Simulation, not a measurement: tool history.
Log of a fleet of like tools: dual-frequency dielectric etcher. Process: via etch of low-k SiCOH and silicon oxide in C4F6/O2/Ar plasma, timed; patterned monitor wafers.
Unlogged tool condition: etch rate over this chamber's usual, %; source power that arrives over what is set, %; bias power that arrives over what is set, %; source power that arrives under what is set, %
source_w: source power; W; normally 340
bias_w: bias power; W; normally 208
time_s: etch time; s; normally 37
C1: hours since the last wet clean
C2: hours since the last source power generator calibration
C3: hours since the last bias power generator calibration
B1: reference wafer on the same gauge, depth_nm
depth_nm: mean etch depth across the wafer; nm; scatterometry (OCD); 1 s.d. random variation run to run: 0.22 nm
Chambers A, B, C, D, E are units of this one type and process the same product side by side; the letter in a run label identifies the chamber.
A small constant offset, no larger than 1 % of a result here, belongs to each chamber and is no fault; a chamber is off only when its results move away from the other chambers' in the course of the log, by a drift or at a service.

Run 1A, hour 3.8: usual settings; C1 257.7; C2 492.4; C3 1535; B1 91.488. Result: depth_nm 85.678 nm.
Run 2C, hour 9.1: usual settings; C1 233.7; C2 1630.6; C3 357.5; B1 91.566. Result: depth_nm 86.707 nm.
Run 3D, hour 13.4: usual settings; C1 316.9; C2 590.2; C3 1374.2; B1 91.498. Result: depth_nm 85.874 nm.
Run 4E, hour 18.9: usual settings; C1 416.4; C2 3150.5; C3 803.3; B1 91.552. Result: depth_nm 86.868 nm.
Run 5B, hour 25.6: usual settings; C1 316.4; C2 2084.3; C3 2905.4; B1 91.497. Result: depth_nm 86.423 nm.
Run 6A, hour 30.1: usual settings but source_w 360 W, time_s 45 s; C1 284; C2 518.7; C3 1561.3; B1 91.534. Result: depth_nm 106.48 nm.
Run 7D, hour 35.9: usual settings but source_w 360 W, time_s 45 s; C1 339.4; C2 612.7; C3 1396.7; B1 91.514. Result: depth_nm 106.49 nm.
Run 8B, hour 40.1: usual settings but source_w 360 W, time_s 45 s; C1 330.9; C2 2098.8; C3 2919.9; B1 91.498. Result: depth_nm 107.34 nm.
Run 9C, hour 46.7: usual settings but source_w 360 W, time_s 45 s; C1 271.3; C2 1668.2; C3 395.1; B1 91.468. Result: depth_nm 107.4 nm.
Run 10E, hour 50.1: usual settings but source_w 360 W, time_s 45 s; C1 447.6; C2 3181.7; C3 834.5; B1 91.526. Result: depth_nm 107.7 nm.
Run 11C, hour 53.4: usual settings; C1 278; C2 1674.9; C3 401.8; B1 91.494. Result: depth_nm 86.782 nm.
Run 12D, hour 56.7: usual settings but source_w 290 W; C1 360.2; C2 633.5; C3 1417.5; B1 91.516. Result: depth_nm 80.789 nm.
Run 13B, hour 61.4: usual settings but source_w 290 W; C1 352.2; C2 2120.1; C3 2941.2; B1 91.486. Result: depth_nm 81.182 nm.
At hour 63.7: chamber B: wet clean of the chamber.
Run 14A, hour 65.9: usual settings but source_w 290 W; C1 319.8; C2 554.5; C3 1597.1; B1 91.51. Result: depth_nm 80.789 nm.
Run 15E, hour 70.3: usual settings but source_w 290 W; C1 467.8; C2 3201.9; C3 854.7; B1 91.479. Result: depth_nm 81.788 nm.
Run 16E, hour 73.9: usual settings but source_w 290 W; C1 471.4; C2 3205.5; C3 858.3; B1 91.517. Result: depth_nm 81.775 nm.
Run 17B, hour 79.7: usual settings; C1 16.1; C2 2138.4; C3 2959.5; B1 91.521. Result: depth_nm 86.424 nm.
Run 18C, hour 85.8: usual settings; C1 310.4; C2 1707.3; C3 434.2; B1 91.49. Result: depth_nm 85.749 nm.
At hour 86.8: chamber E: wet clean of the chamber.
Run 19D, hour 90.6: usual settings; C1 394.1; C2 667.4; C3 1451.4; B1 91.541. Result: depth_nm 85.805 nm.
At hour 92.3: chamber C: wet clean of the chamber.
Run 20A, hour 93.7: usual settings; C1 347.6; C2 582.3; C3 1624.9; B1 91.497. Result: depth_nm 85.784 nm.
Run 21C, hour 98.8: usual settings; C1 6.5; C2 1720.3; C3 447.2; B1 91.504. Result: depth_nm 86.18 nm.
Run 22B, hour 103.5: usual settings; C1 39.9; C2 2162.2; C3 2983.3; B1 91.563. Result: depth_nm 86.038 nm.
Run 23E, hour 109.2: usual settings; C1 22.5; C2 3240.8; C3 893.6; B1 91.491. Result: depth_nm 88.813 nm.
Run 24A, hour 112.9: usual settings but time_s 26.5 s; C1 366.8; C2 601.5; C3 1644.1; B1 91.51. Result: depth_nm 61.239 nm.
Run 25D, hour 116.6: usual settings but time_s 26.5 s; C1 420.1; C2 693.4; C3 1477.4; B1 91.435. Result: depth_nm 61.789 nm.
Run 26B, hour 119.9: usual settings but time_s 26.5 s; C1 56.3; C2 2178.6; C3 2999.7; B1 91.484. Result: depth_nm 61.869 nm.
Run 27A, hour 124.5: usual settings but time_s 26.5 s; C1 378.4; C2 613.1; C3 1655.7; B1 91.459. Result: depth_nm 61.557 nm.
Run 28D, hour 128.5: usual settings but time_s 26.5 s; C1 432; C2 705.3; C3 1489.3; B1 91.448. Result: depth_nm 61.514 nm.
Run 29C, hour 134.7: usual settings; C1 42.4; C2 1756.2; C3 483.1; B1 91.514. Result: depth_nm 86.283 nm.
At hour 138.6: chamber D: wet clean of the chamber.
Run 30E, hour 141.3: usual settings; C1 54.6; C2 3272.9; C3 925.7; B1 91.505. Result: depth_nm 87.764 nm.
Run 31D, hour 145.5: usual settings; C1 6.9; C2 722.3; C3 1506.3; B1 91.499. Result: depth_nm 85.995 nm.
Run 32C, hour 151.8: usual settings; C1 59.5; C2 1773.3; C3 500.2; B1 91.599. Result: depth_nm 86.367 nm.
Run 33E, hour 156.7: usual settings; C1 70; C2 3288.3; C3 941.1; B1 91.47. Result: depth_nm 88.376 nm.
Run 34B, hour 162.5: usual settings; C1 98.9; C2 2221.2; C3 3042.3; B1 91.514. Result: depth_nm 85.867 nm.
Run 35A, hour 167.9: usual settings but bias_w 250 W, time_s 29.5 s; C1 421.8; C2 656.5; C3 1699.1; B1 91.494. Result: depth_nm 72.681 nm.
Run 36B, hour 172.8: usual settings but bias_w 250 W, time_s 29.5 s; C1 109.2; C2 2231.5; C3 3052.6; B1 91.578. Result: depth_nm 73.161 nm.
Run 37D, hour 178: usual settings but bias_w 250 W, time_s 29.5 s; C1 39.4; C2 754.8; C3 1538.8; B1 91.465. Result: depth_nm 72.756 nm.
Run 38A, hour 181.3: usual settings but bias_w 250 W, time_s 29.5 s; C1 435.2; C2 669.9; C3 1712.5; B1 91.478. Result: depth_nm 72.741 nm.
Run 39C, hour 186.3: usual settings but bias_w 250 W, time_s 29.5 s; C1 94; C2 1807.8; C3 534.7; B1 91.5. Result: depth_nm 73.392 nm.
Run 40E, hour 190.9: usual settings; C1 104.2; C2 3322.5; C3 975.3; B1 91.491. Result: depth_nm 88.093 nm.
Run 41E, hour 196.7: usual settings but bias_w 187 W; C1 110; C2 3328.3; C3 981.1; B1 91.536. Result: depth_nm 85.375 nm.

Has any chamber moved away from the others, gradually or after a service, or does the common gauge drift, or do the chambers differ only by their own small steady offsets? State the chamber and the most likely cause if one applies.

A service on chamber E put it out of line with the rest.
Cause: etch rate over this chamber's usual, % = 1.74.

Chamber E could run next with any of the 4 candidate recipes listed below; each alters the usual settings, and their results appear as question marks. Which one brings its results back in line with what the other chambers deliver on the usual settings?
Maximum distance from the other chambers' mean on the usual settings for a result to count as in line: depth_nm 0.78 nm
Run 42E-1, hour 201.6: usual settings but source_w 330 W. Result: depth_nm ?.
Run 42E-2, hour 201.6: usual settings but time_s 36 s. Result: depth_nm ?.
Run 42E-3, hour 201.6: usual settings but bias_w 209 W, time_s 38 s. Result: depth_nm ?.
Run 42E-4, hour 201.6: usual settings but time_s 37.5 s. Result: depth_nm ?.

On the usual settings, the other chambers give on average: depth_nm 86.072 nm
  run  depth_nm
42E-1    87.449
42E-2    86.075
42E-3    91.002
42E-4    89.662
42E-2 puts the chamber back in line with the other chambers.
